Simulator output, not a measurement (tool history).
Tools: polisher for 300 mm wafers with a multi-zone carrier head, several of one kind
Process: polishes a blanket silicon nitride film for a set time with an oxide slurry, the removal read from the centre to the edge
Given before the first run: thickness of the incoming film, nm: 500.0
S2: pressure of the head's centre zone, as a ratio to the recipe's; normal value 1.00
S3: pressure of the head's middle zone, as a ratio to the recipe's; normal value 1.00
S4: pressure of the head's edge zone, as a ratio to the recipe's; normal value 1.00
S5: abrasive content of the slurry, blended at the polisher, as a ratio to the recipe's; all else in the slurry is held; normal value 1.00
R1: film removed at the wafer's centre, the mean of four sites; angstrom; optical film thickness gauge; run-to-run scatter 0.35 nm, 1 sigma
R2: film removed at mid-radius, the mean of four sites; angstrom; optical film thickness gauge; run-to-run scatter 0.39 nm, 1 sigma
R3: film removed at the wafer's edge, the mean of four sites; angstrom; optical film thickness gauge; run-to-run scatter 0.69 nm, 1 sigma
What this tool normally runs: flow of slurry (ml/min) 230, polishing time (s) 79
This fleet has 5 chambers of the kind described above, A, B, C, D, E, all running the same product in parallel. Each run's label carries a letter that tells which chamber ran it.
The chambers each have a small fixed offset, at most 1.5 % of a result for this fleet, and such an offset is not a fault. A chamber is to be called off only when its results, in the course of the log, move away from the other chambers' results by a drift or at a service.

Run 1C, hour 7.3: usual settings. Result: R1 551.07 angstrom, R2 550.96 angstrom, R3 557.26 angstrom.
At hour 9.5: chamber C: worn pad replaced by a new one.
At hour 17.1: chamber A: worn pad replaced by a new one.
At hour 18.9: chamber A: centre zone pressure recalibrated.
Run 2E, hour 19.6: usual settings. Result: R1 558.52 angstrom, R2 554.26 angstrom, R3 555.03 angstrom.
At hour 27.0: chamber B: worn pad replaced by a new one.
Run 3D, hour 29.2: usual settings. Result: R1 558.52 angstrom, R2 556.94 angstrom, R3 550.64 angstrom.
At hour 32.1: chamber D: worn pad replaced by a new one.
Run 4A, hour 37.6: usual settings. Result: R1 553.62 angstrom, R2 551.55 angstrom, R3 571.81 angstrom.
Run 5B, hour 48.7: usual settings. Result: R1 552.38 angstrom, R2 548.01 angstrom, R3 555.52 angstrom.
Run 6B, hour 59.4: usual settings. Result: R1 556.28 angstrom, R2 555.56 angstrom, R3 559.78 angstrom.
Run 7D, hour 73.3: usual settings. Result: R1 556.95 angstrom, R2 557.50 angstrom, R3 555.84 angstrom.
At hour 80.2: chamber E: worn pad replaced by a new one.
At hour 80.3: chamber A: worn pad replaced by a new one.
Run 8A, hour 82.3: usual settings. Result: R1 550.56 angstrom, R2 555.86 angstrom, R3 564.11 angstrom.
At hour 86.4: chamber C: worn pad replaced by a new one.
At hour 88.4: chamber D: edge zone pressure recalibrated.
At hour 91.0: chamber B: worn pad replaced by a new one.
Run 9E, hour 91.3: usual settings. Result: R1 554.62 angstrom, R2 561.08 angstrom, R3 547.74 angstrom.
Run 10C, hour 102.7: usual settings but S4 1.04, S5 1.15. Result: R1 588.05 angstrom, R2 593.75 angstrom, R3 594.11 angstrom.
Run 11E, hour 113.2: usual settings but S4 1.04, S5 1.15. Result: R1 587.51 angstrom, R2 599.86 angstrom, R3 610.47 angstrom.
At hour 113.4: chamber B: slurry nozzle cleaned.
At hour 126.4: chamber D: worn pad replaced by a new one.
Run 12A, hour 128.6: usual settings but S4 1.04, S5 1.15. Result: R1 587.32 angstrom, R2 589.20 angstrom, R3 604.47 angstrom.
Run 13D, hour 144.0: usual settings but S4 1.04, S5 1.15. Result: R1 590.50 angstrom, R2 593.71 angstrom, R3 603.34 angstrom.
At hour 149.9: chamber A: worn pad replaced by a new one.
At hour 151.8: chamber E: slurry nozzle cleaned.
Run 14C, hour 151.8: usual settings but S4 1.04, S5 1.15. Result: R1 588.85 angstrom, R2 589.66 angstrom, R3 608.11 angstrom.
At hour 154.2: chamber B: worn pad replaced by a new one.
Run 15B, hour 162.4: usual settings. Result: R1 552.79 angstrom, R2 558.37 angstrom, R3 558.94 angstrom.
At hour 165.4: chamber C: worn pad replaced by a new one.
Run 16E, hour 176.2: usual settings but flow of slurry (ml/min) 170. Result: R1 523.39 angstrom, R2 537.46 angstrom, R3 530.60 angstrom.
At hour 178.1: chamber E: worn pad replaced by a new one.
Run 17A, hour 189.0: usual settings but flow of slurry (ml/min) 170. Result: R1 528.36 angstrom, R2 527.10 angstrom, R3 538.55 angstrom.
At hour 189.9: chamber C: edge zone pressure recalibrated.
Run 18D, hour 199.2: usual settings but flow of slurry (ml/min) 170. Result: R1 523.48 angstrom, R2 537.05 angstrom, R3 531.34 angstrom.
Run 19B, hour 207.6: usual settings but flow of slurry (ml/min) 170. Result: R1 525.80 angstrom, R2 525.14 angstrom, R3 545.90 angstrom.
At hour 211.2: chamber E: edge zone pressure recalibrated.
Run 20C, hour 216.6: usual settings but flow of slurry (ml/min) 170. Result: R1 521.38 angstrom, R2 524.48 angstrom, R3 527.19 angstrom.
At hour 217.5: chamber B: worn pad replaced by a new one.
At hour 221.9: chamber D: worn pad replaced by a new one.
At hour 222.1: chamber A: worn pad replaced by a new one.
Run 21B, hour 229.3: usual settings but S4 0.94. Result: R1 549.13 angstrom, R2 554.65 angstrom, R3 540.23 angstrom.
Run 22A, hour 240.9: usual settings but S4 0.94. Result: R1 552.11 angstrom, R2 556.49 angstrom, R3 536.26 angstrom.
At hour 244.1: chamber C: worn pad replaced by a new one.
Run 23E, hour 247.7: usual settings but S4 0.94. Result: R1 551.24 angstrom, R2 560.26 angstrom, R3 536.38 angstrom.
Run 24D, hour 255.9: usual settings but S4 0.94. Result: R1 554.61 angstrom, R2 555.72 angstrom, R3 535.06 angstrom.
Run 25C, hour 271.2: usual settings but S4 0.94. Result: R1 544.93 angstrom, R2 556.31 angstrom, R3 538.09 angstrom.
Run 26E, hour 280.8: usual settings. Result: R1 556.52 angstrom, R2 558.82 angstrom, R3 551.88 angstrom.
At hour 285.9: chamber B: worn pad replaced by a new one.
At hour 293.5: chamber E: worn pad replaced by a new one.
Run 27B, hour 295.4: usual settings. Result: R1 558.54 angstrom, R2 553.67 angstrom, R3 555.72 angstrom.
At hour 298.0: chamber A: worn pad replaced by a new one.
At hour 299.4: chamber C: slurry nozzle cleaned.
Run 28C, hour 304.1: usual settings but flow of slurry (ml/min) 205, S3 1.09. Result: R1 539.14 angstrom, R2 586.42 angstrom, R3 555.22 angstrom.
At hour 309.9: chamber C: worn pad replaced by a new one.
At hour 310.1: chamber D: worn pad replaced by a new one.
Run 29A, hour 316.8: usual settings but flow of slurry (ml/min) 205, S3 1.09. Result: R1 546.72 angstrom, R2 588.96 angstrom, R3 554.38 angstrom.
Run 30D, hour 325.6: usual settings but flow of slurry (ml/min) 205, S3 1.09. Result: R1 539.70 angstrom, R2 592.95 angstrom, R3 550.37 angstrom.
Run 31D, hour 340.1: usual settings but flow of slurry (ml/min) 205, S3 1.09. Result: R1 546.95 angstrom, R2 593.67 angstrom, R3 555.76 angstrom.
Run 32C, hour 351.7: usual settings but flow of slurry (ml/min) 205, S3 1.09. Result: R1 540.34 angstrom, R2 592.85 angstrom, R3 539.91 angstrom.
Run 33A, hour 359.5: usual settings. Result: R1 553.18 angstrom, R2 558.10 angstrom, R3 555.70 angstrom.
Run 34E, hour 366.3: usual settings but S2 0.88. Result: R1 479.68 angstrom, R2 560.38 angstrom, R3 557.96 angstrom.

All 5 chambers run these settings next. Forecast each chamber's results:
Run 35A, hour 377.4: usual settings. Result: R1 ?, R2 ?, R3 ?.
Run 35B, hour 377.4: usual settings. Result: R1 ?, R2 ?, R3 ?.
Run 35C, hour 377.4: usual settings. Result: R1 ?, R2 ?, R3 ?.
Run 35D, hour 377.4: usual settings. Result: R1 ?, R2 ?, R3 ?.
Run 35E, hour 377.4: usual settings. Result: R1 ?, R2 ?, R3 ?.

run      R1      R2      R3
35A  554.39  552.53  555.74
35B  548.99  553.46  558.83
35C  547.50  550.31  546.42
35D  556.19  557.33  552.49
35E  562.48  555.02  553.22
